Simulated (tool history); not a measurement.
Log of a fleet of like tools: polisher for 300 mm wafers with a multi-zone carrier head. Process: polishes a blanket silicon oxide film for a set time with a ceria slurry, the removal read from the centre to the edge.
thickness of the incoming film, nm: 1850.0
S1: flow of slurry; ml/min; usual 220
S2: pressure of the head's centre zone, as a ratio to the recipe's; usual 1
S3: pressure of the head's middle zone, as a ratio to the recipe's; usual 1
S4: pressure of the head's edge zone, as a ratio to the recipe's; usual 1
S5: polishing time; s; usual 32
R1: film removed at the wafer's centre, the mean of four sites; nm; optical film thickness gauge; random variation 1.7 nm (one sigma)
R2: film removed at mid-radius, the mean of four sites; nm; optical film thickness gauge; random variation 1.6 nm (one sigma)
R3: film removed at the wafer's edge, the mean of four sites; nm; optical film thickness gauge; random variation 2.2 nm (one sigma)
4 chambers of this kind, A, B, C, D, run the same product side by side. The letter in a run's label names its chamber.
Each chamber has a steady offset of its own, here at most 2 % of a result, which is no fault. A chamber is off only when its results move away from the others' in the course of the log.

{"hour": 1.6, "done": "chamber A: worn pad replaced by a new one"}
{"hour": 4.1, "done": "chamber B: slurry nozzle cleaned"}
{"run": "1C", "hour": 5.8, "S1": 220, "S2": 1, "S3": 1, "S4": 1, "S5": 32, "R1": 171.07, "R2": 172.5, "R3": 170.94}
{"run": "2D", "hour": 11.9, "S1": 220, "S2": 1, "S3": 1, "S4": 1, "S5": 32, "R1": 174.2, "R2": 174.03, "R3": 174.51}
{"run": "3A", "hour": 15.8, "S1": 220, "S2": 1, "S3": 1, "S4": 1, "S5": 32, "R1": 174.85, "R2": 168.22, "R3": 172.03}
{"run": "4B", "hour": 21.2, "S1": 220, "S2": 1, "S3": 1, "S4": 1, "S5": 32, "R1": 177.38, "R2": 173.12, "R3": 176.29}
{"hour": 22.7, "done": "chamber D: worn pad replaced by a new one"}
{"run": "5B", "hour": 27.4, "S1": 220, "S2": 1, "S3": 1, "S4": 1, "S5": 32, "R1": 175.52, "R2": 172.64, "R3": 171.05}
{"run": "6C", "hour": 33.1, "S1": 220, "S2": 1, "S3": 1, "S4": 1, "S5": 32, "R1": 175.26, "R2": 175.62, "R3": 170.97}
{"run": "7A", "hour": 36.4, "S1": 220, "S2": 1, "S3": 1, "S4": 1, "S5": 32, "R1": 173.8, "R2": 169.12, "R3": 176.4}
{"run": "8D", "hour": 40.0, "S1": 220, "S2": 1, "S3": 1, "S4": 1, "S5": 32, "R1": 173.12, "R2": 172.35, "R3": 174.63}
{"run": "9B", "hour": 44.2, "S1": 220, "S2": 0.95, "S3": 1, "S4": 1, "S5": 35, "R1": 178.79, "R2": 189.86, "R3": 191.71}
{"hour": 45.0, "done": "chamber C: worn pad replaced by a new one"}
{"run": "10A", "hour": 48.6, "S1": 220, "S2": 0.95, "S3": 1, "S4": 1, "S5": 35, "R1": 177.02, "R2": 182.99, "R3": 191.81}
{"hour": 48.7, "done": "chamber A: worn pad replaced by a new one"}
{"run": "11D", "hour": 53.2, "S1": 220, "S2": 0.95, "S3": 1, "S4": 1, "S5": 35, "R1": 181.94, "R2": 191.34, "R3": 190.76}
{"run": "12C", "hour": 56.4, "S1": 220, "S2": 0.95, "S3": 1, "S4": 1, "S5": 35, "R1": 179.13, "R2": 189.19, "R3": 191.68}
{"hour": 56.7, "done": "chamber B: worn pad replaced by a new one"}
{"run": "13C", "hour": 61.1, "S1": 220, "S2": 1.06, "S3": 1, "S4": 1, "S5": 32, "R1": 184.22, "R2": 175.25, "R3": 174.84}
{"run": "14A", "hour": 64.7, "S1": 220, "S2": 1.06, "S3": 1, "S4": 1, "S5": 32, "R1": 181.15, "R2": 172.6, "R3": 173.12}
{"run": "15D", "hour": 68.5, "S1": 220, "S2": 1.06, "S3": 1, "S4": 1, "S5": 32, "R1": 184.5, "R2": 169.77, "R3": 175.35}
{"run": "16B", "hour": 72.4, "S1": 220, "S2": 1.06, "S3": 1, "S4": 1, "S5": 32, "R1": 182.96, "R2": 174.99, "R3": 173.21}
{"run": "17B", "hour": 76.2, "S1": 220, "S2": 1, "S3": 1, "S4": 1, "S5": 32, "R1": 177.35, "R2": 173.91, "R3": 175.07}
{"run": "18D", "hour": 80.9, "S1": 220, "S2": 1, "S3": 1, "S4": 1, "S5": 32, "R1": 171.74, "R2": 174.56, "R3": 174}
{"run": "19A", "hour": 86.9, "S1": 220, "S2": 1, "S3": 1, "S4": 1, "S5": 32, "R1": 173.57, "R2": 167.55, "R3": 170.51}
{"hour": 87.3, "done": "chamber A: worn pad replaced by a new one"}
{"run": "20C", "hour": 92.0, "S1": 220, "S2": 1, "S3": 1, "S4": 1, "S5": 32, "R1": 174.81, "R2": 172.2, "R3": 171.69}
{"run": "21C", "hour": 95.4, "S1": 220, "S2": 1, "S3": 1, "S4": 1, "S5": 32, "R1": 171.82, "R2": 173.13, "R3": 171.5}
{"run": "22A", "hour": 99.0, "S1": 220, "S2": 1, "S3": 1, "S4": 1, "S5": 32, "R1": 172.26, "R2": 170.71, "R3": 170.96}
{"hour": 100.1, "done": "chamber D: worn pad replaced by a new one"}
{"run": "23D", "hour": 103.7, "S1": 220, "S2": 0.96, "S3": 1, "S4": 1, "S5": 32, "R1": 165.78, "R2": 174.69, "R3": 173.54}
{"run": "24B", "hour": 107.2, "S1": 220, "S2": 0.96, "S3": 1, "S4": 1, "S5": 32, "R1": 167.43, "R2": 173.94, "R3": 174.25}
{"run": "25A", "hour": 111.6, "S1": 220, "S2": 0.96, "S3": 1, "S4": 1, "S5": 32, "R1": 164.92, "R2": 170.19, "R3": 176.92}
{"run": "26D", "hour": 116.1, "S1": 220, "S2": 0.96, "S3": 1, "S4": 1, "S5": 32, "R1": 167.37, "R2": 173.93, "R3": 174.95}
{"run": "27B", "hour": 121.8, "S1": 220, "S2": 1, "S3": 1, "S4": 1, "S5": 32, "R1": 174.67, "R2": 176.05, "R3": 171.2}
{"hour": 124.5, "done": "chamber C: worn pad replaced by a new one"}
{"run": "28C", "hour": 127.7, "S1": 220, "S2": 1, "S3": 1, "S4": 1, "S5": 32, "R1": 174.4, "R2": 174.69, "R3": 170.85}
{"run": "29B", "hour": 131.3, "S1": 220, "S2": 1, "S3": 1, "S4": 1, "S5": 32, "R1": 174.96, "R2": 170.06, "R3": 172.72}
{"run": "30A", "hour": 135.5, "S1": 220, "S2": 1, "S3": 1, "S4": 1, "S5": 32, "R1": 172.69, "R2": 172.98, "R3": 171.82}
{"run": "31C", "hour": 141.4, "S1": 220, "S2": 1, "S3": 1, "S4": 1, "S5": 32, "R1": 173.94, "R2": 170.63, "R3": 170.88}
{"run": "32D", "hour": 146.7, "S1": 220, "S2": 1, "S3": 1, "S4": 1, "S5": 32, "R1": 173.38, "R2": 173.64, "R3": 175.44}

Is one chamber off against the others, does the gauge drift, or is nothing wrong? If a chamber is off, say which, and what the likeliest cause is.

No chamber stands off beyond its own small offset, and the gauge holds steady.
